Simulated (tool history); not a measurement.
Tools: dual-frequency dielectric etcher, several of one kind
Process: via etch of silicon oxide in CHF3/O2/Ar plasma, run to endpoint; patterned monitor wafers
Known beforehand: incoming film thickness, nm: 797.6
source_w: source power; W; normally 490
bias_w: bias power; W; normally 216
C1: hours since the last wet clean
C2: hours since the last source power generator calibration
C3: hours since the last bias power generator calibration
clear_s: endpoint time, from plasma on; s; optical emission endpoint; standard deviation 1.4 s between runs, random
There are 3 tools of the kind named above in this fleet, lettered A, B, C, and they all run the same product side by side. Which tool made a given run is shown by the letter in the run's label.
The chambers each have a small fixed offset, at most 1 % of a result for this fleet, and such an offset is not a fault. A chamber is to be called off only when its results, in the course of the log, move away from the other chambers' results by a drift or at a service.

{"run": "1C", "hour": 7.2, "source_w": 490, "bias_w": 216, "C1": 574.4, "C2": 2156.6, "C3": 913.9, "clear_s": 410.2}
{"run": "2B", "hour": 14.6, "source_w": 490, "bias_w": 216, "C1": 267.8, "C2": 2882.5, "C3": 2223, "clear_s": 411.78}
{"run": "3A", "hour": 25.2, "source_w": 490, "bias_w": 216, "C1": 443.9, "C2": 2694.8, "C3": 4077.4, "clear_s": 409.07}
{"hour": 31.8, "done": "chamber B: bias power generator calibrated"}
{"run": "4C", "hour": 34.6, "source_w": 490, "bias_w": 216, "C1": 601.8, "C2": 2184, "C3": 941.3, "clear_s": 410.16}
{"run": "5A", "hour": 44.4, "source_w": 490, "bias_w": 216, "C1": 463.1, "C2": 2714, "C3": 4096.6, "clear_s": 409.35}
{"run": "6B", "hour": 51.1, "source_w": 490, "bias_w": 216, "C1": 304.3, "C2": 2919, "C3": 19.3, "clear_s": 410.02}
{"run": "7B", "hour": 61.8, "source_w": 490, "bias_w": 216, "C1": 315, "C2": 2929.7, "C3": 30, "clear_s": 410.48}
{"hour": 69.9, "done": "chamber C: wet clean of the chamber"}
{"run": "8A", "hour": 70.2, "source_w": 490, "bias_w": 216, "C1": 488.9, "C2": 2739.8, "C3": 4122.4, "clear_s": 407.15}
{"run": "9C", "hour": 77.2, "source_w": 490, "bias_w": 216, "C1": 7.3, "C2": 2226.6, "C3": 983.9, "clear_s": 409.46}
{"run": "10C", "hour": 84.7, "source_w": 490, "bias_w": 239, "C1": 14.8, "C2": 2234.1, "C3": 991.4, "clear_s": 397.99}
{"hour": 86.5, "done": "chamber A: wet clean of the chamber"}
{"run": "11A", "hour": 92.2, "source_w": 490, "bias_w": 239, "C1": 5.7, "C2": 2761.8, "C3": 4144.4, "clear_s": 380.68}
{"run": "12B", "hour": 102.6, "source_w": 490, "bias_w": 239, "C1": 355.8, "C2": 2970.5, "C3": 70.8, "clear_s": 395.71}
{"run": "13A", "hour": 110.6, "source_w": 490, "bias_w": 216, "C1": 24.1, "C2": 2780.2, "C3": 4162.8, "clear_s": 392.97}
{"run": "14C", "hour": 115.4, "source_w": 530, "bias_w": 237, "C1": 45.5, "C2": 2264.8, "C3": 1022.1, "clear_s": 385.63}
{"run": "15B", "hour": 125.4, "source_w": 530, "bias_w": 237, "C1": 378.6, "C2": 2993.3, "C3": 93.6, "clear_s": 386.98}
{"run": "16B", "hour": 130.9, "source_w": 530, "bias_w": 237, "C1": 384.1, "C2": 2998.8, "C3": 99.1, "clear_s": 387.18}
{"run": "17A", "hour": 136.0, "source_w": 490, "bias_w": 216, "C1": 49.5, "C2": 2805.6, "C3": 4188.2, "clear_s": 394.64}
{"run": "18C", "hour": 142.9, "source_w": 490, "bias_w": 216, "C1": 73, "C2": 2292.3, "C3": 1049.6, "clear_s": 411.42}
{"run": "19A", "hour": 147.8, "source_w": 490, "bias_w": 216, "C1": 61.3, "C2": 2817.4, "C3": 4200, "clear_s": 394.04}
{"run": "20B", "hour": 156.2, "source_w": 490, "bias_w": 216, "C1": 409.4, "C2": 3024.1, "C3": 124.4, "clear_s": 410.44}
{"run": "21C", "hour": 166.8, "source_w": 580, "bias_w": 173, "C1": 96.9, "C2": 2316.2, "C3": 1073.5, "clear_s": 419.17}
{"run": "22B", "hour": 176.1, "source_w": 580, "bias_w": 173, "C1": 429.3, "C2": 3044, "C3": 144.3, "clear_s": 415.31}
{"run": "23A", "hour": 185.8, "source_w": 580, "bias_w": 173, "C1": 99.3, "C2": 2855.4, "C3": 4238, "clear_s": 397.52}
{"run": "24C", "hour": 192.6, "source_w": 490, "bias_w": 216, "C1": 122.7, "C2": 2342, "C3": 1099.3, "clear_s": 411}
{"run": "25B", "hour": 201.7, "source_w": 490, "bias_w": 216, "C1": 454.9, "C2": 3069.6, "C3": 169.9, "clear_s": 411.23}
{"run": "26C", "hour": 206.5, "source_w": 490, "bias_w": 216, "C1": 136.6, "C2": 2355.9, "C3": 1113.2, "clear_s": 411.58}
{"hour": 217.1, "done": "chamber C: source power generator calibrated"}
{"run": "27A", "hour": 217.2, "source_w": 490, "bias_w": 216, "C1": 130.7, "C2": 2886.8, "C3": 4269.4, "clear_s": 394.06}
{"run": "28B", "hour": 222.5, "source_w": 490, "bias_w": 216, "C1": 475.7, "C2": 3090.4, "C3": 190.7, "clear_s": 411.68}
{"run": "29C", "hour": 229.7, "source_w": 490, "bias_w": 216, "C1": 159.8, "C2": 12.7, "C3": 1136.4, "clear_s": 411.09}
{"hour": 230.9, "done": "chamber B: wet clean of the chamber"}
{"run": "30A", "hour": 237.2, "source_w": 450, "bias_w": 184, "C1": 150.7, "C2": 2906.8, "C3": 4289.4, "clear_s": 428.53}
{"run": "31B", "hour": 247.7, "source_w": 450, "bias_w": 184, "C1": 16.9, "C2": 3115.6, "C3": 215.9, "clear_s": 446.09}
{"run": "32C", "hour": 257.6, "source_w": 450, "bias_w": 184, "C1": 187.7, "C2": 40.6, "C3": 1164.3, "clear_s": 453.41}
{"run": "33A", "hour": 266.3, "source_w": 490, "bias_w": 216, "C1": 179.8, "C2": 2935.9, "C3": 4318.5, "clear_s": 394.07}
{"run": "34B", "hour": 273.0, "source_w": 490, "bias_w": 216, "C1": 42.2, "C2": 3140.9, "C3": 241.2, "clear_s": 408.46}
{"run": "35A", "hour": 283.7, "source_w": 490, "bias_w": 216, "C1": 197.2, "C2": 2953.3, "C3": 4335.9, "clear_s": 394.05}

One chamber off, gauge drift, or nothing amiss beyond the chambers' own small offsets? If it is a chamber, which one, and what is the likeliest cause?

The work done on chamber A during a service left it standing apart from the others.
What lies behind it: etch rate over this chamber's usual, % = 4.26.

Which of the 4 candidates below, each the usual settings with something changed and its results left as question marks, puts chamber A back in line with what the other chambers give on the usual settings?
Allowed miss from the other chambers' usual-settings mean, per result, to count as in line: clear_s 4.9 s
{"run": "36A-1", "hour": 291.6, "source_w": 410, "bias_w": 216, "clear_s": "?"}
{"run": "36A-2", "hour": 291.6, "source_w": 520, "bias_w": 229, "clear_s": "?"}
{"run": "36A-3", "hour": 291.6, "source_w": 490, "bias_w": 189, "clear_s": "?"}
{"run": "36A-4", "hour": 291.6, "source_w": 590, "bias_w": 216, "clear_s": "?"}

Usual-settings mean across the other chambers: clear_s 410.88 s
run=36A-1 clear_s=421.55
run=36A-2 clear_s=377.9
run=36A-3 clear_s=412.88
run=36A-4 clear_s=367.79
36A-3 is the one that brings the chamber's results back in line with the other chambers.
